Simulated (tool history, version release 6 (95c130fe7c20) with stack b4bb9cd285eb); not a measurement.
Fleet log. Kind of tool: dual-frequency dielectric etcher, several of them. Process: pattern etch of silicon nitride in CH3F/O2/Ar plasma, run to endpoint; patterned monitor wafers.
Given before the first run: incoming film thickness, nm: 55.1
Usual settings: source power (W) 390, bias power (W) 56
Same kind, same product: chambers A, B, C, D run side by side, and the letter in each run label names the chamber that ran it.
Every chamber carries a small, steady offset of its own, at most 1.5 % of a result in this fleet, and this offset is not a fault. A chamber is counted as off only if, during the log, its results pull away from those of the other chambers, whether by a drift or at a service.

{"run": "1B", "hour": 9.6, "source power (W)": 390, "bias power (W)": 56, "endpoint time (s)": 87.262}
{"run": "2D", "hour": 20.8, "source power (W)": 390, "bias power (W)": 56, "endpoint time (s)": 88.854}
{"run": "3A", "hour": 31.0, "source power (W)": 390, "bias power (W)": 56, "endpoint time (s)": 88.191}
{"hour": 35.2, "done": "chamber A: wet clean of the chamber"}
{"run": "4C", "hour": 39.4, "source power (W)": 390, "bias power (W)": 56, "endpoint time (s)": 88.423}
{"run": "5A", "hour": 47.7, "source power (W)": 390, "bias power (W)": 56, "endpoint time (s)": 87.112}
{"run": "6B", "hour": 54.1, "source power (W)": 390, "bias power (W)": 56, "endpoint time (s)": 88.573}
{"run": "7D", "hour": 63.3, "source power (W)": 390, "bias power (W)": 56, "endpoint time (s)": 88.314}
{"run": "8C", "hour": 68.2, "source power (W)": 390, "bias power (W)": 56, "endpoint time (s)": 87.437}
{"run": "9B", "hour": 78.9, "source power (W)": 390, "bias power (W)": 43, "endpoint time (s)": 96.06}
{"run": "10D", "hour": 87.0, "source power (W)": 390, "bias power (W)": 43, "endpoint time (s)": 96.534}
{"hour": 90.3, "done": "chamber C: wet clean of the chamber"}
{"run": "11A", "hour": 93.9, "source power (W)": 390, "bias power (W)": 43, "endpoint time (s)": 94.511}
{"run": "12C", "hour": 100.5, "source power (W)": 390, "bias power (W)": 43, "endpoint time (s)": 95.171}
{"run": "13C", "hour": 106.8, "source power (W)": 390, "bias power (W)": 56, "endpoint time (s)": 88.459}
{"run": "14A", "hour": 116.1, "source power (W)": 470, "bias power (W)": 66, "endpoint time (s)": 77.344}
{"run": "15D", "hour": 125.2, "source power (W)": 470, "bias power (W)": 66, "endpoint time (s)": 78.305}
{"run": "16B", "hour": 132.8, "source power (W)": 470, "bias power (W)": 66, "endpoint time (s)": 77.141}
{"run": "17C", "hour": 141.4, "source power (W)": 470, "bias power (W)": 66, "endpoint time (s)": 76.384}
{"run": "18D", "hour": 147.6, "source power (W)": 390, "bias power (W)": 56, "endpoint time (s)": 89.669}
{"run": "19B", "hour": 155.0, "source power (W)": 390, "bias power (W)": 56, "endpoint time (s)": 86.488}
{"hour": 158.0, "done": "chamber B: wet clean of the chamber"}
{"run": "20A", "hour": 165.0, "source power (W)": 390, "bias power (W)": 56, "endpoint time (s)": 86.121}
{"run": "21C", "hour": 172.9, "source power (W)": 390, "bias power (W)": 56, "endpoint time (s)": 88.678}
{"run": "22D", "hour": 177.8, "source power (W)": 390, "bias power (W)": 56, "endpoint time (s)": 88.621}
{"hour": 181.6, "done": "chamber D: wet clean of the chamber"}
{"run": "23A", "hour": 184.6, "source power (W)": 390, "bias power (W)": 56, "endpoint time (s)": 87.679}
{"hour": 186.8, "done": "chamber A: bias power generator calibrated"}
{"run": "24B", "hour": 194.1, "source power (W)": 390, "bias power (W)": 56, "endpoint time (s)": 86.882}
{"run": "25C", "hour": 202.5, "source power (W)": 390, "bias power (W)": 56, "endpoint time (s)": 88.412}
{"run": "26A", "hour": 213.6, "source power (W)": 390, "bias power (W)": 56, "endpoint time (s)": 86.374}
{"run": "27B", "hour": 221.4, "source power (W)": 450, "bias power (W)": 52, "endpoint time (s)": 85.392}
{"run": "28D", "hour": 228.8, "source power (W)": 450, "bias power (W)": 52, "endpoint time (s)": 85.098}
{"run": "29C", "hour": 234.9, "source power (W)": 450, "bias power (W)": 52, "endpoint time (s)": 85.295}
{"run": "30D", "hour": 244.1, "source power (W)": 450, "bias power (W)": 52, "endpoint time (s)": 86.95}

Decide between three cases: one chamber stands off from its peers, the gauge reading all wafers drifts, or nothing is wrong past each chamber's small offset. Where a chamber is off, say which and what most likely put it there.

Nothing is wrong: each chamber keeps only its own small, steady offset and the gauge holds still.

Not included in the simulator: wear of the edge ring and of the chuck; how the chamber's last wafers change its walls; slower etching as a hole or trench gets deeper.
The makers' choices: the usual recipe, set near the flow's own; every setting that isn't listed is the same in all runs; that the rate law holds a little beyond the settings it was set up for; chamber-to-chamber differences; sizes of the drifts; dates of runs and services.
